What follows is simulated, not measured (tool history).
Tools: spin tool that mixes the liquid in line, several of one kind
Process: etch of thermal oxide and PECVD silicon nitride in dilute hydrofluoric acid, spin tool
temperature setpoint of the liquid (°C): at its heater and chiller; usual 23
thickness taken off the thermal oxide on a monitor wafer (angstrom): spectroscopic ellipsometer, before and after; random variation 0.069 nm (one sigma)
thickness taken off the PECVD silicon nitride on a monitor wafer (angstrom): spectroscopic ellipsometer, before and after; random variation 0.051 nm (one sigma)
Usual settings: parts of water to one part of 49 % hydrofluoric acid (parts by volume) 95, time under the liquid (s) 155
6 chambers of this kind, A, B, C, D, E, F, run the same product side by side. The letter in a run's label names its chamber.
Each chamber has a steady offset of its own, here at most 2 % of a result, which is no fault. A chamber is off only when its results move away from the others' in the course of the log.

| run | hour | temperature setpoint of the liquid (°C) | parts of water to one part of 49 % hydrofluoric acid (parts by volume) | time under the liquid (s) | read-back film thickness of the thermal oxide reference wafer, read on the same gauge (nm) | read-back film thickness of the PECVD silicon nitride reference wafer, read on the same gauge (nm) | thickness taken off the thermal oxide on a monitor wafer (angstrom) | thickness taken off the PECVD silicon nitride on a monitor wafer (angstrom) |
|---|---|---|---|---|---|---|---|---|
| 1F | 7.2 | 23 | 95 | 155 | 139.99 | 89.987 | 78.515 | 85.69 |
|  | 12.2 | chamber F: thermometer replaced |
| 2D | 13.4 | 23 | 95 | 155 | 140.01 | 90.037 | 74.982 | 87.104 |
| 3B | 19.9 | 23 | 95 | 155 | 139.99 | 89.974 | 76.698 | 86.957 |
| 4A | 27.2 | 23 | 95 | 155 | 140.01 | 90.025 | 75.644 | 85.425 |
| 5E | 32 | 23 | 95 | 155 | 140.01 | 90.017 | 77.991 | 86.72 |
| 6C | 41 | 23 | 95 | 155 | 139.98 | 90.027 | 76.017 | 87.042 |
| 7A | 46.7 | 23 | 95 | 155 | 140 | 90.017 | 77.177 | 86.984 |
| 8C | 52 | 27.5 | 95 | 100 | 140.02 | 89.991 | 59.446 | 75.443 |
| 9D | 56.9 | 27.5 | 95 | 100 | 139.98 | 89.949 | 58.622 | 75.296 |
|  | 63.2 | chamber D: hydrofluoric acid flow meter replaced |
| 10F | 66.6 | 27.5 | 95 | 100 | 139.98 | 90.012 | 59.546 | 75.56 |
| 11B | 77 | 27.5 | 95 | 100 | 139.99 | 90.044 | 58.483 | 74.329 |
| 12E | 84.2 | 27.5 | 95 | 100 | 139.99 | 89.995 | 59.543 | 74.11 |
| 13E | 93.7 | 27.5 | 95 | 100 | 139.98 | 90.026 | 59.641 | 74.902 |
| 14C | 99.5 | 23 | 125 | 90 | 140.02 | 89.987 | 31.803 | 38.006 |
| 15A | 108.8 | 23 | 125 | 90 | 140 | 89.948 | 31.93 | 38.152 |
| 16F | 114.4 | 23 | 125 | 90 | 139.99 | 89.999 | 33.203 | 38.536 |
| 17D | 120.1 | 23 | 125 | 90 | 139.99 | 90.033 | 32.368 | 38.566 |
| 18B | 126.7 | 23 | 125 | 90 | 140 | 90.026 | 32.623 | 38.362 |
| 19B | 137.2 | 23 | 125 | 90 | 140.01 | 90 | 32.202 | 38.72 |
|  | 145.1 | chamber C: hydrofluoric acid flow meter replaced |
| 20A | 147 | 23 | 95 | 155 | 140 | 89.987 | 75.941 | 86.597 |
|  | 152.4 | chamber A: hydrofluoric acid flow meter replaced |
| 21D | 152.9 | 23 | 95 | 155 | 140 | 90.012 | 76.765 | 85.405 |
| 22C | 162.5 | 23 | 95 | 155 | 140.01 | 90.013 | 75.722 | 86.074 |
| 23E | 168.3 | 23 | 95 | 155 | 140.01 | 89.997 | 78.072 | 86.387 |
| 24F | 177.9 | 23 | 95 | 155 | 140 | 90.006 | 78.403 | 86.694 |
| 25D | 186.2 | 23 | 95 | 155 | 139.99 | 89.959 | 75.74 | 86.976 |
| 26A | 194.3 | 27 | 95 | 90 | 139.98 | 89.991 | 51.798 | 64.847 |
| 27F | 202.4 | 27 | 95 | 90 | 139.99 | 89.999 | 53.476 | 65.705 |
| 28E | 211.3 | 27 | 95 | 90 | 140 | 89.973 | 51.823 | 64.18 |
| 29B | 222.3 | 27 | 95 | 90 | 139.99 | 89.991 | 52.721 | 65.381 |
| 30C | 227.6 | 27 | 95 | 90 | 139.99 | 89.987 | 51.787 | 65.179 |
| 31A | 233.1 | 27 | 95 | 90 | 140 | 89.996 | 51.031 | 65.119 |
| 32F | 238.7 | 23 | 95 | 155 | 140 | 90.062 | 77.891 | 87.093 |
| 33E | 244.1 | 23 | 95 | 155 | 140.01 | 90.018 | 77.515 | 86.182 |
| 34C | 251.1 | 23 | 95 | 155 | 140 | 90.008 | 75.265 | 85.694 |
| 35B | 261.5 | 23 | 95 | 155 | 139.99 | 90.03 | 76.775 | 86.024 |
| 36D | 270.5 | 23 | 95 | 155 | 140.03 | 90.019 | 75.456 | 86.133 |
| 37D | 281.3 | 23 | 95 | 155 | 140 | 89.986 | 77.086 | 86.416 |
| 38B | 286.9 | 23 | 95 | 155 | 140 | 89.986 | 75.803 | 86.006 |
| 39F | 293.3 | 23 | 95 | 155 | 139.99 | 89.968 | 76.676 | 87.058 |

What goes on in this fleet: one chamber off, a drifting gauge, or nothing beyond the chambers' own small offsets? Name the chamber and the cause, if any.

No chamber stands off beyond its own small offset, and the gauge holds steady.
